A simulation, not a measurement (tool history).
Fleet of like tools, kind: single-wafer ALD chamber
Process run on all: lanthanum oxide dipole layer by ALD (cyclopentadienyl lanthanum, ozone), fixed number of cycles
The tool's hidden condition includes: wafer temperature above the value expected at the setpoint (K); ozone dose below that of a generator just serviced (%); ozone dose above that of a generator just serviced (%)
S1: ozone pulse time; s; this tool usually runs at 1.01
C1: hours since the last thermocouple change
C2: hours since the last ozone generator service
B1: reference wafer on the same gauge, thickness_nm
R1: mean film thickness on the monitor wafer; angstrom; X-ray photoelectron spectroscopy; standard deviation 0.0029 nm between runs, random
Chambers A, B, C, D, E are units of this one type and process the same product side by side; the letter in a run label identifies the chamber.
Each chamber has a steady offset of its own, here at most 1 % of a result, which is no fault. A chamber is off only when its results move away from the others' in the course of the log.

run 1A day=0.150 | S1=1.01 | C1=59.0 C2=691.8 | B1=0.41692 | R1=4.9834
run 2B day=0.317 | S1=1.01 | C1=305.5 C2=1165.8 | B1=0.41655 | R1=5.0018
run 3C day=0.425 | S1=1.01 | C1=2024.6 C2=18.1 | B1=0.41641 | R1=5.0014
run 4D day=0.525 | S1=1.01 | C1=228.5 C2=1283.1 | B1=0.41637 | R1=4.9359
run 5E day=0.604 | S1=1.01 | C1=424.3 C2=842.4 | B1=0.41687 | R1=5.0133
run 6E day=0.708 | S1=1.01 | C1=426.8 C2=844.9 | B1=0.41690 | R1=4.9525
run 7A day=0.846 | S1=1.01 | C1=75.7 C2=708.5 | B1=0.41685 | R1=5.0161
run 8C day=0.975 | S1=1.01 | C1=2037.8 C2=31.3 | B1=0.41685 | R1=5.0281
run 9B day=1.150 | S1=1.27 | C1=325.5 C2=1185.8 | B1=0.41683 | R1=5.2750
run 10D day=1.271 | S1=1.27 | C1=246.4 C2=1301.0 | B1=0.41684 | R1=5.3228
run 11D day=1.358 | S1=1.27 | C1=248.5 C2=1303.1 | B1=0.41725 | R1=5.2879
run 12A day=1.504 | S1=1.27 | C1=91.5 C2=724.3 | B1=0.41627 | R1=5.2878
run 13B day=1.596 | S1=1.27 | C1=336.2 C2=1196.5 | B1=0.41649 | R1=5.3080
run 14E day=1.746 | S1=0.83 | C1=451.7 C2=869.8 | B1=0.41700 | R1=4.6950
run 15C day=1.879 | S1=0.83 | C1=2059.5 C2=53.0 | B1=0.41725 | R1=4.6619
run 16B day=1.971 | S1=0.83 | C1=345.2 C2=1205.5 | B1=0.41757 | R1=4.6438
run 17A day=2.075 | S1=0.83 | C1=105.2 C2=738.0 | B1=0.41720 | R1=4.6901
run 18D day=2.242 | S1=0.83 | C1=269.7 C2=1324.3 | B1=0.41651 | R1=4.6279
run 19E day=2.333 | S1=0.62 | C1=465.8 C2=883.9 | B1=0.41728 | R1=4.1554
run 20C day=2.492 | S1=0.62 | C1=2074.2 C2=67.7 | B1=0.41727 | R1=4.0687
run 21A day=2.633 | S1=0.62 | C1=118.6 C2=751.4 | B1=0.41693 | R1=4.1343
run 22D day=2.750 | S1=0.62 | C1=281.9 C2=1336.5 | B1=0.41683 | R1=4.0423
run 23B day=2.871 | S1=0.62 | C1=366.8 C2=1227.1 | B1=0.41697 | R1=4.1531
run 24C day=3.029 | S1=0.79 | C1=2087.1 C2=80.6 | B1=0.41729 | R1=4.5718
run 25E day=3.158 | S1=0.79 | C1=485.6 C2=903.7 | B1=0.41711 | R1=4.6117
run 26B day=3.300 | S1=0.79 | C1=377.1 C2=1237.4 | B1=0.41719 | R1=4.5719
run 27D day=3.438 | S1=0.79 | C1=298.4 C2=1353.0 | B1=0.41644 | R1=4.5535
run 28A day=3.525 | S1=0.79 | C1=140.0 C2=772.8 | B1=0.41664 | R1=4.5577
-- day=3.600 chamber E: ozone generator serviced
run 29E day=3.654 | S1=1.01 | C1=497.5 C2=1.4 | B1=0.41668 | R1=5.1072
run 30C day=3.829 | S1=1.01 | C1=2106.3 C2=99.8 | B1=0.41698 | R1=4.9883
-- day=3.888 chamber C: thermocouple changed; heater temperature recalibrated
run 31D day=3.929 | S1=0.67 | C1=310.2 C2=1364.8 | B1=0.41708 | R1=4.2063
run 32B day=4.029 | S1=0.67 | C1=394.6 C2=1254.9 | B1=0.41708 | R1=4.2659
run 33E day=4.154 | S1=0.67 | C1=509.5 C2=13.4 | B1=0.41682 | R1=4.2429
run 34A day=4.304 | S1=0.67 | C1=158.7 C2=791.5 | B1=0.41697 | R1=4.2756
run 35C day=4.450 | S1=0.67 | C1=13.5 C2=114.7 | B1=0.41763 | R1=4.2158
run 36C day=4.558 | S1=0.68 | C1=16.1 C2=117.3 | B1=0.41739 | R1=4.3150
run 37A day=4.642 | S1=0.68 | C1=166.8 C2=799.6 | B1=0.41700 | R1=4.3035
run 38D day=4.767 | S1=0.68 | C1=330.3 C2=1384.9 | B1=0.41691 | R1=4.2413
run 39E day=4.871 | S1=0.68 | C1=526.7 C2=30.6 | B1=0.41723 | R1=4.3455

Next, every chamber runs the same settings. What will each give?
run 40A day=4.996 | S1=1.01 | R1=?
run 40B day=4.996 | S1=1.01 | R1=?
run 40C day=4.996 | S1=1.01 | R1=?
run 40D day=4.996 | S1=1.01 | R1=?
run 40E day=4.996 | S1=1.01 | R1=?

run=40A R1=5.0031
run=40B R1=4.9769
run=40C R1=5.0115
run=40D R1=4.9701
run=40E R1=4.9998
